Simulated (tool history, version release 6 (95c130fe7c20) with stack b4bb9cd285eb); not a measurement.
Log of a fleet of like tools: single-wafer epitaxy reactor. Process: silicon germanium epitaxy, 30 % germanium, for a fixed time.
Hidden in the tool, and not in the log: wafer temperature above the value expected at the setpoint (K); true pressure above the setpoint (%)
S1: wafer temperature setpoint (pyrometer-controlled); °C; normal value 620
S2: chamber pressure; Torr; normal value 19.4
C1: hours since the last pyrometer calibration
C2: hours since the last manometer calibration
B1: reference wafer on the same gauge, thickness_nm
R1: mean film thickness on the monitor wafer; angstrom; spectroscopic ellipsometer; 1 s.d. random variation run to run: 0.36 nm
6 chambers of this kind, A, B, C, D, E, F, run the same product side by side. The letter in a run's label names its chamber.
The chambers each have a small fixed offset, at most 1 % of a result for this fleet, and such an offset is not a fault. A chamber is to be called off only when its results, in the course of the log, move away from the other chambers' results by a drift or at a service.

Run 1F, hour 8.2: usual settings; C1 1919.4; C2 1161.8; B1 92.634. Result: R1 831.4 angstrom.
Run 2A, hour 13.5: usual settings; C1 239.8; C2 1166.9; B1 92.669. Result: R1 829.22 angstrom.
Run 3E, hour 22.2: usual settings; C1 785.9; C2 1494.4; B1 92.785. Result: R1 825.44 angstrom.
Run 4C, hour 29.6: usual settings; C1 443.5; C2 687.4; B1 92.613. Result: R1 836.41 angstrom.
Run 5B, hour 38.4: usual settings; C1 312; C2 376.9; B1 92.665. Result: R1 834.99 angstrom.
Run 6D, hour 49.1: usual settings; C1 542.4; C2 1877.9; B1 92.692. Result: R1 828.76 angstrom.
Run 7C, hour 56.9: usual settings; C1 470.8; C2 714.7; B1 92.662. Result: R1 835.24 angstrom.
Run 8E, hour 66.3: usual settings; C1 830; C2 1538.5; B1 92.696. Result: R1 830.27 angstrom.
Run 9A, hour 77: usual settings; C1 303.3; C2 1230.4; B1 92.781. Result: R1 838.28 angstrom.
Run 10D, hour 84.1: usual settings; C1 577.4; C2 1912.9; B1 92.747. Result: R1 830.26 angstrom.
Run 11F, hour 90.6: usual settings; C1 2001.8; C2 1244.2; B1 92.841. Result: R1 839.67 angstrom.
Run 12B, hour 100.1: usual settings; C1 373.7; C2 438.6; B1 92.711. Result: R1 829.83 angstrom.
Run 13B, hour 111.1: usual settings; C1 384.7; C2 449.6; B1 92.668. Result: R1 828.54 angstrom.
At hour 115.5: chamber F: capacitance manometer re-zeroed and calibrated.
Run 14E, hour 116.2: usual settings but S2 21.9 Torr; C1 879.9; C2 1588.4; B1 92.757. Result: R1 867.03 angstrom.
Run 15F, hour 126.3: usual settings but S2 21.9 Torr; C1 2037.5; C2 10.8; B1 92.674. Result: R1 874.21 angstrom.
Run 16C, hour 134.6: usual settings but S2 21.9 Torr; C1 548.5; C2 792.4; B1 92.675. Result: R1 876.34 angstrom.
Run 17A, hour 143: usual settings but S2 21.9 Torr; C1 369.3; C2 1296.4; B1 92.738. Result: R1 877.61 angstrom.
Run 18D, hour 151.1: usual settings but S2 21.9 Torr; C1 644.4; C2 1979.9; B1 92.698. Result: R1 866.65 angstrom.
Run 19D, hour 158.6: usual settings but S2 21.9 Torr; C1 651.9; C2 1987.4; B1 92.726. Result: R1 872.06 angstrom.
Run 20A, hour 167.9: usual settings; C1 394.2; C2 1321.3; B1 92.741. Result: R1 838.58 angstrom.
Run 21F, hour 174: usual settings but S1 625 °C; C1 2085.2; C2 58.5; B1 92.733. Result: R1 911.69 angstrom.
Run 22C, hour 182.5: usual settings but S1 625 °C; C1 596.4; C2 840.3; B1 92.759. Result: R1 916.42 angstrom.
Run 23E, hour 189.7: usual settings but S1 625 °C; C1 953.4; C2 1661.9; B1 92.76. Result: R1 902.87 angstrom.
At hour 196.5: chamber D: capacitance manometer re-zeroed and calibrated.
Run 24B, hour 198: usual settings but S1 625 °C; C1 471.6; C2 536.5; B1 92.713. Result: R1 919.17 angstrom.
Run 25C, hour 203.1: usual settings but S1 625 °C; C1 617; C2 860.9; B1 92.654. Result: R1 916.88 angstrom.
Run 26A, hour 211.7: usual settings but S1 625 °C; C1 438; C2 1365.1; B1 92.719. Result: R1 906.31 angstrom.
Run 27E, hour 219.6: usual settings; C1 983.3; C2 1691.8; B1 92.694. Result: R1 825.18 angstrom.
Run 28B, hour 226.5: usual settings; C1 500.1; C2 565; B1 92.681. Result: R1 843 angstrom.
Run 29F, hour 233.3: usual settings; C1 2144.5; C2 117.8; B1 92.673. Result: R1 832.26 angstrom.
Run 30D, hour 243.3: usual settings; C1 736.6; C2 46.9; B1 92.799. Result: R1 827.82 angstrom.
Run 31F, hour 251: usual settings but S1 610 °C; C1 2162.2; C2 135.5; B1 92.754. Result: R1 700.01 angstrom.
Run 32C, hour 255.8: usual settings but S1 610 °C; C1 669.7; C2 913.6; B1 92.794. Result: R1 700.23 angstrom.
Run 33D, hour 266.1: usual settings but S1 610 °C; C1 759.4; C2 69.7; B1 92.746. Result: R1 694.33 angstrom.
Run 34E, hour 274.9: usual settings but S1 610 °C; C1 1038.6; C2 1747.1; B1 92.665. Result: R1 694.95 angstrom.
At hour 275.7: chamber E: capacitance manometer re-zeroed and calibrated.
Run 35A, hour 283.3: usual settings but S1 610 °C; C1 509.6; C2 1436.7; B1 92.708. Result: R1 696.93 angstrom.
Run 36B, hour 293.9: usual settings but S1 610 °C; C1 567.5; C2 632.4; B1 92.672. Result: R1 721.69 angstrom.
Run 37E, hour 303.8: usual settings; C1 1067.5; C2 28.2; B1 92.748. Result: R1 826.06 angstrom.

All chambers now run identical settings, listed one chamber a line with results as question marks. What results will each chamber show?
Run 38A, hour 311.7: usual settings. Result: R1 ?.
Run 38B, hour 311.7: usual settings. Result: R1 ?.
Run 38C, hour 311.7: usual settings. Result: R1 ?.
Run 38D, hour 311.7: usual settings. Result: R1 ?.
Run 38E, hour 311.7: usual settings. Result: R1 ?.
Run 38F, hour 311.7: usual settings. Result: R1 ?.

run      R1
38A  836.49
38B   866.9
38C  835.62
38D  821.68
38E  833.47
38F  834.97

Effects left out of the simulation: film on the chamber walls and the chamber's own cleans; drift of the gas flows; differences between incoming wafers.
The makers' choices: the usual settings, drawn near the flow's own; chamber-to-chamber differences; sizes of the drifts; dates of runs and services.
